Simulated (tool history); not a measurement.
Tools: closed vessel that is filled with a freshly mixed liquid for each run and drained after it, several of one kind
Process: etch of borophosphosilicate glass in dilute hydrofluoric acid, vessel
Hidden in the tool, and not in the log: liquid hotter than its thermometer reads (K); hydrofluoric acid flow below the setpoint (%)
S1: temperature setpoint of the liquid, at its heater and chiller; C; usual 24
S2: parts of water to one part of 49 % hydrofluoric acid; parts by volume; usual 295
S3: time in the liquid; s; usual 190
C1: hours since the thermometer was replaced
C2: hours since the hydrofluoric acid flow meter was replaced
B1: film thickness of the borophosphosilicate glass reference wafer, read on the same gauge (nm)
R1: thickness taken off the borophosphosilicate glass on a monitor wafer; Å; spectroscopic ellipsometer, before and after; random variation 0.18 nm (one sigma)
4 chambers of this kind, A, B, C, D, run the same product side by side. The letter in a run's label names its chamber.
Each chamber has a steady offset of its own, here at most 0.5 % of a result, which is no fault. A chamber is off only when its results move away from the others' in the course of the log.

run 1A hour=6.4 | S1=24 S2=295 S3=190 | C1=1546.6 C2=118.3 | B1=110 | R1=360.28
run 2B hour=17.4 | S1=24 S2=295 S3=190 | C1=1747.4 C2=1257.7 | B1=110.01 | R1=359.99
run 3C hour=25.7 | S1=24 S2=295 S3=190 | C1=1371.3 C2=403.3 | B1=110.01 | R1=365.11
run 4D hour=34.1 | S1=24 S2=295 S3=190 | C1=240.5 C2=1988.5 | B1=109.99 | R1=360.84
run 5A hour=39.4 | S1=24 S2=295 S3=190 | C1=1579.6 C2=151.3 | B1=110.01 | R1=358.92
run 6D hour=48.4 | S1=24 S2=295 S3=190 | C1=254.8 C2=2002.8 | B1=109.99 | R1=358.61
run 7B hour=58.1 | S1=27.5 S2=365 S3=190 | C1=1788.1 C2=1298.4 | B1=110 | R1=305.6
run 8C hour=63.8 | S1=27.5 S2=365 S3=190 | C1=1409.4 C2=441.4 | B1=110 | R1=309.64
run 9D hour=69.1 | S1=27.5 S2=365 S3=190 | C1=275.5 C2=2023.5 | B1=109.98 | R1=300.85
run 10A hour=75.1 | S1=27.5 S2=365 S3=190 | C1=1615.3 C2=187 | B1=110 | R1=303.52
run 11C hour=84.7 | S1=24 S2=295 S3=190 | C1=1430.3 C2=462.3 | B1=110.02 | R1=363.92
run 12B hour=90.6 | S1=24 S2=295 S3=190 | C1=1820.6 C2=1330.9 | B1=109.99 | R1=360.89
run 13A hour=100 | S1=24 S2=295 S3=190 | C1=1640.2 C2=211.9 | B1=110 | R1=358.04
run 14C hour=107.8 | S1=24 S2=295 S3=190 | C1=1453.4 C2=485.4 | B1=109.98 | R1=364.13
run 15D hour=112.8 | S1=24 S2=295 S3=190 | C1=319.2 C2=2067.2 | B1=110 | R1=358.38
run 16B hour=118.4 | S1=24 S2=295 S3=190 | C1=1848.4 C2=1358.7 | B1=110 | R1=363.43
run 17D hour=128.7 | S1=24 S2=295 S3=190 | C1=335.1 C2=2083.1 | B1=110 | R1=361.34
run 18B hour=134.3 | S1=24 S2=295 S3=190 | C1=1864.3 C2=1374.6 | B1=110 | R1=364.41
run 19C hour=144.5 | S1=24 S2=295 S3=190 | C1=1490.1 C2=522.1 | B1=110 | R1=363.35
run 20A hour=155.1 | S1=24 S2=295 S3=190 | C1=1695.3 C2=267 | B1=110.02 | R1=358.74
run 21A hour=164.2 | S1=24 S2=295 S3=190 | C1=1704.4 C2=276.1 | B1=110.01 | R1=360.06
run 22D hour=171.2 | S1=24 S2=295 S3=190 | C1=377.6 C2=2125.6 | B1=109.99 | R1=357.24
-- hour=174.8 chamber D: hydrofluoric acid flow meter replaced
run 23C hour=179.7 | S1=24 S2=295 S3=190 | C1=1525.3 C2=557.3 | B1=110 | R1=362.34
run 24B hour=187.8 | S1=24 S2=295 S3=145 | C1=1917.8 C2=1428.1 | B1=110.01 | R1=282.63
run 25C hour=198.3 | S1=24 S2=295 S3=145 | C1=1543.9 C2=575.9 | B1=110 | R1=278.5
run 26D hour=203.3 | S1=24 S2=295 S3=145 | C1=409.7 C2=28.5 | B1=109.99 | R1=273.91
run 27B hour=212.6 | S1=24 S2=295 S3=145 | C1=1942.6 C2=1452.9 | B1=109.99 | R1=284.41
run 28A hour=220.5 | S1=24 S2=295 S3=190 | C1=1760.7 C2=332.4 | B1=110 | R1=362.59
run 29C hour=227.7 | S1=24 S2=295 S3=190 | C1=1573.3 C2=605.3 | B1=110.01 | R1=363.86
run 30A hour=235.5 | S1=24 S2=295 S3=190 | C1=1775.7 C2=347.4 | B1=110.02 | R1=356.59

All 4 chambers run these settings next. Forecast each chamber's results:
run 31A hour=243.6 | S1=24 S2=295 S3=190 | R1=?
run 31B hour=243.6 | S1=24 S2=295 S3=190 | R1=?
run 31C hour=243.6 | S1=24 S2=295 S3=190 | R1=?
run 31D hour=243.6 | S1=24 S2=295 S3=190 | R1=?

run=31A R1=357.29
run=31B R1=375.47
run=31C R1=361.17
run=31D R1=360.89

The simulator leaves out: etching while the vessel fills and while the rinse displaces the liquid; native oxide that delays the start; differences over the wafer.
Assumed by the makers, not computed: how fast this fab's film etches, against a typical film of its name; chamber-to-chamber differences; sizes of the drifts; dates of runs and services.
